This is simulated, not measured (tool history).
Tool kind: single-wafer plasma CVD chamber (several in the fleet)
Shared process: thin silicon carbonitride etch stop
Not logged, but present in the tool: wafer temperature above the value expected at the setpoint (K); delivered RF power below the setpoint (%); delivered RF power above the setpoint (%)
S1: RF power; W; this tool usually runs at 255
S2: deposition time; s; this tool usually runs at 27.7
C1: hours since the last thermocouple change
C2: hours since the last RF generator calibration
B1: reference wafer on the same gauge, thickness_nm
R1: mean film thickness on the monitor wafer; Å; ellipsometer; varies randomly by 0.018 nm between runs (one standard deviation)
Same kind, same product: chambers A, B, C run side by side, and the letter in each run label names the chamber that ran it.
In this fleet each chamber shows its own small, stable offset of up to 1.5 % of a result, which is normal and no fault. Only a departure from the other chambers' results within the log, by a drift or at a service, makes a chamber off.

run	hour	S1	S2	C1	C2	B1	R1
1A	2.5	255	27.7	555.1	483.4	17.002	168.83
2C	6.8	255	27.7	913.1	1582.9	17.005	167.67
3B	11.6	255	27.7	1557.5	570.2	17.004	169.00
4C	15.6	255	27.7	921.9	1591.7	17.011	167.64
5B	20.6	255	27.7	1566.5	579.2	17.017	169.23
6A	25.6	255	27.7	578.2	506.5	17.017	168.92
7C	30.5	235	25.6	936.8	1606.6	17.021	151.14
8B	35.7	235	25.6	1581.6	594.3	17.018	152.38
9A	38.5	235	25.6	591.1	519.4	17.022	152.42
10B	43.0	255	27.7	1588.9	601.6	17.027	169.26
11A	46.8	235	31.1	599.4	527.7	17.024	185.00
12C	49.4	235	31.1	955.7	1625.5	17.037	183.77
13B	52.3	235	31.1	1598.2	610.9	17.030	185.09
14A	54.6	255	27.7	607.2	535.5	17.034	169.38
15C	59.2	225	27.7	965.5	1635.3	17.037	161.50
16C	64.2	225	27.7	970.5	1640.3	17.038	161.47
17B	68.3	225	27.7	1614.2	626.9	17.042	162.94
18A	71.6	255	27.7	624.2	552.5	17.053	169.29
19C	76.9	255	27.7	983.2	1653.0	17.047	168.23
20B	79.5	255	27.7	1625.4	638.1	17.051	169.17
21A	82.6	255	27.7	635.2	563.5	17.057	169.39
22B	84.9	255	27.7	1630.8	643.5	17.060	169.47
23C	89.2	255	27.7	995.5	1665.3	17.057	168.35
24A	92.3	255	27.7	644.9	573.2	17.057	169.36
25C	96.4	255	27.7	1002.7	1672.5	17.062	168.30
26B	99.7	255	27.7	1645.6	658.3	17.067	169.30
27A	103.6	230	31.7	656.2	584.5	17.065	187.78
28B	108.7	230	31.7	1654.6	667.3	17.068	187.65

Is one chamber out of step, is the gauge drifting, or do the chambers differ by no more than their own small offsets? For an off chamber, give its letter and the likeliest cause.

The gauge drifts, so all chambers seem to drift together. No chamber is off.
Cause: gauge reads high (%) = 0.428.

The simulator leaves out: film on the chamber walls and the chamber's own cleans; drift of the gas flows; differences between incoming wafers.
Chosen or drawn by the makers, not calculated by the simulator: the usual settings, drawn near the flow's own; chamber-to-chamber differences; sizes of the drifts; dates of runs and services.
